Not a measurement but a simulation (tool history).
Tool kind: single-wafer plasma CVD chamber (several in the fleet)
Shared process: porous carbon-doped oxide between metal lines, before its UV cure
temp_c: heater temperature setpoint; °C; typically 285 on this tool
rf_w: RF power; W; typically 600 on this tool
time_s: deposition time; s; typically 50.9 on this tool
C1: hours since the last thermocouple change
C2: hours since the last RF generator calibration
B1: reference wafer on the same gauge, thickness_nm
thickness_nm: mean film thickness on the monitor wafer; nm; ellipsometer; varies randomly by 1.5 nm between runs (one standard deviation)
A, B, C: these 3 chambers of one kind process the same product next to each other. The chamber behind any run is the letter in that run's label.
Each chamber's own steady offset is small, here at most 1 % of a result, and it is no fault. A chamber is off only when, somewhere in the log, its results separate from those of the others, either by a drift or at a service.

Run 1C, hour 6.3: usual settings; C1 550.9; C2 1111.0; B1 362.67. Result: thickness_nm 334.67 nm.
Run 2A, hour 16.3: usual settings; C1 1043.5; C2 466.0; B1 363.05. Result: thickness_nm 331.63 nm.
Run 3B, hour 26.4: usual settings; C1 416.9; C2 1771.2; B1 363.32. Result: thickness_nm 338.42 nm.
Run 4A, hour 33.7: usual settings; C1 1060.9; C2 483.4; B1 363.20. Result: thickness_nm 329.53 nm.
Run 5B, hour 41.7: usual settings; C1 432.2; C2 1786.5; B1 362.92. Result: thickness_nm 338.55 nm.
Run 6C, hour 54.5: usual settings; C1 599.1; C2 1159.2; B1 362.69. Result: thickness_nm 334.05 nm.
Run 7C, hour 61.3: usual settings but rf_w 680 W, time_s 45.7 s; C1 605.9; C2 1166.0; B1 362.89. Result: thickness_nm 327.75 nm.
Run 8B, hour 73.1: usual settings but rf_w 680 W, time_s 45.7 s; C1 463.6; C2 1817.9; B1 362.99. Result: thickness_nm 330.85 nm.
Run 9A, hour 83.7: usual settings but rf_w 680 W, time_s 45.7 s; C1 1110.9; C2 533.4; B1 362.92. Result: thickness_nm 326.18 nm.
Run 10A, hour 94.6: usual settings; C1 1121.8; C2 544.3; B1 363.23. Result: thickness_nm 331.67 nm.
Run 11C, hour 102.7: usual settings; C1 647.3; C2 1207.4; B1 362.81. Result: thickness_nm 331.71 nm.
Run 12B, hour 114.1: usual settings; C1 504.6; C2 1858.9; B1 363.24. Result: thickness_nm 340.03 nm.
Run 13B, hour 126.7: usual settings; C1 517.2; C2 1871.5; B1 363.06. Result: thickness_nm 338.21 nm.
Run 14A, hour 138.5: usual settings; C1 1165.7; C2 588.2; B1 363.24. Result: thickness_nm 331.57 nm.
Run 15C, hour 149.8: usual settings; C1 694.4; C2 1254.5; B1 362.61. Result: thickness_nm 336.14 nm.
Run 16B, hour 158.9: usual settings; C1 549.4; C2 1903.7; B1 362.70. Result: thickness_nm 337.32 nm.
Run 17C, hour 167.6: usual settings; C1 712.2; C2 1272.3; B1 362.88. Result: thickness_nm 333.27 nm.
Run 18A, hour 176.6: usual settings; C1 1203.8; C2 626.3; B1 363.39. Result: thickness_nm 331.11 nm.
Run 19A, hour 184.7: usual settings but temp_c 294 °C, time_s 43.0 s; C1 1211.9; C2 634.4; B1 363.49. Result: thickness_nm 264.88 nm.
Run 20C, hour 192.4: usual settings but temp_c 294 °C, time_s 43.0 s; C1 737.0; C2 1297.1; B1 362.74. Result: thickness_nm 269.57 nm.
Run 21B, hour 199.4: usual settings but temp_c 294 °C, time_s 43.0 s; C1 589.9; C2 1944.2; B1 363.17. Result: thickness_nm 272.53 nm.
Run 22C, hour 211.4: usual settings; C1 756.0; C2 1316.1; B1 363.17. Result: thickness_nm 334.65 nm.
Run 23B, hour 217.2: usual settings; C1 607.7; C2 1962.0; B1 362.75. Result: thickness_nm 339.11 nm.
Run 24A, hour 229.0: usual settings; C1 1256.2; C2 678.7; B1 362.90. Result: thickness_nm 331.95 nm.
Run 25A, hour 236.6: usual settings; C1 1263.8; C2 686.3; B1 363.25. Result: thickness_nm 329.41 nm.
Run 26B, hour 246.8: usual settings; C1 637.3; C2 1991.6; B1 363.42. Result: thickness_nm 337.28 nm.
Run 27C, hour 257.0: usual settings but temp_c 271 °C, time_s 58.1 s; C1 801.6; C2 1361.7; B1 362.86. Result: thickness_nm 415.34 nm.
Run 28A, hour 267.1: usual settings but temp_c 271 °C, time_s 58.1 s; C1 1294.3; C2 716.8; B1 363.45. Result: thickness_nm 413.28 nm.
Run 29C, hour 278.7: usual settings but temp_c 271 °C, time_s 58.1 s; C1 823.3; C2 1383.4; B1 362.91. Result: thickness_nm 412.79 nm.

Each of the 3 chambers runs these same settings next. Fill in every chamber's results:
Run 30A, hour 288.0: usual settings. Result: thickness_nm ?.
Run 30B, hour 288.0: usual settings. Result: thickness_nm ?.
Run 30C, hour 288.0: usual settings. Result: thickness_nm ?.

run  thickness_nm
30A        334.10
30B        339.25
30C        335.17

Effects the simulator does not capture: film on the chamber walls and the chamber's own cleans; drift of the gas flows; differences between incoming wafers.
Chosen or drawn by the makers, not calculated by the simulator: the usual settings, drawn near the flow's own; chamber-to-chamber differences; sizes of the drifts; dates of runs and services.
